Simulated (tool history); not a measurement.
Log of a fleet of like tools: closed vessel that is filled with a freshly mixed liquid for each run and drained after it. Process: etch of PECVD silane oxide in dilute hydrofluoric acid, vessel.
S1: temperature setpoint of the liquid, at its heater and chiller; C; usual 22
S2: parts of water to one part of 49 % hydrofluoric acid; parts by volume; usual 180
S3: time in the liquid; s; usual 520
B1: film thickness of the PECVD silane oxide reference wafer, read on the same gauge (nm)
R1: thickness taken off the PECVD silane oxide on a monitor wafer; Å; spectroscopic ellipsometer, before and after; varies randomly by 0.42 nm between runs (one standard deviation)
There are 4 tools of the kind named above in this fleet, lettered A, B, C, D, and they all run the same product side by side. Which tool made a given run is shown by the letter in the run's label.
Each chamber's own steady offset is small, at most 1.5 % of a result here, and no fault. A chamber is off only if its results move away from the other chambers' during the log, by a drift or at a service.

run,day,S1,S2,S3,B1,R1
1B,0.196,22,180,520,129.97,532.3
2C,0.412,22,180,520,129.98,528.61
3D,0.625,22,180,520,129.99,532.34
4A,0.921,22,180,520,130.03,529.76
5D,1.283,22,180,520,130.01,524.76
6B,1.538,22,180,520,129.99,535.01
7A,1.917,22,180,520,130,532.29
8C,2.096,19.5,180,520,130.02,479.8
9B,2.471,19.5,180,520,130,482.41
10D,2.675,19.5,180,520,130.02,482.44
11C,2.892,19.5,180,520,130.03,485.27
12A,3.062,22,180,520,130.02,535.6
13C,3.329,22,180,520,129.98,527.02
14A,3.688,22,180,380,130.03,386.9
15D,3.908,22,180,380,130.01,384.79
16B,4.096,22,180,380,129.99,386.63
17A,4.262,22,180,380,130.02,384.65
18B,4.45,22,180,520,130.02,529.1
19D,4.671,22,180,520,130.01,527.61
20C,4.983,22,180,520,129.98,528.12
21C,5.308,22,180,520,129.98,529.25
22D,5.546,22,180,520,130.01,525.09
23A,5.896,22,180,520,130.03,532.24
24B,6.246,22,180,520,129.97,516.99
25A,6.525,18.5,145,520,130,599.08
26C,6.742,18.5,145,520,129.98,593.15
27D,7.021,18.5,145,520,129.95,584.73
28B,7.279,18.5,145,520,129.96,575.54
29D,7.575,22,180,520,130.01,521.59
30C,7.792,22,180,520,130,536.22
31B,8.171,22,180,520,129.99,509.48
32A,8.4,22,180,520,130.01,535.38
33C,8.612,22,180,520,130.02,530.14
34A,8.917,22,180,520,130,533.4
35D,9.121,20.5,220,520,130.01,387.15
36B,9.446,20.5,220,520,129.99,370.28
37C,9.821,20.5,220,520,130,398.75
38D,10.171,20.5,220,520,130,387.18
39B,10.412,22,180,520,130,488.61
40A,10.717,22,180,520,130,537.83
41C,11.029,22,180,520,129.98,534.71

Next, every chamber runs the same settings. What will each give?
42A,11.308,22,180,520,,?
42B,11.308,22,180,520,,?
42C,11.308,22,180,520,,?
42D,11.308,22,180,520,,?

run,R1
42A,532.88
42B,482.83
42C,525.9
42D,531.82
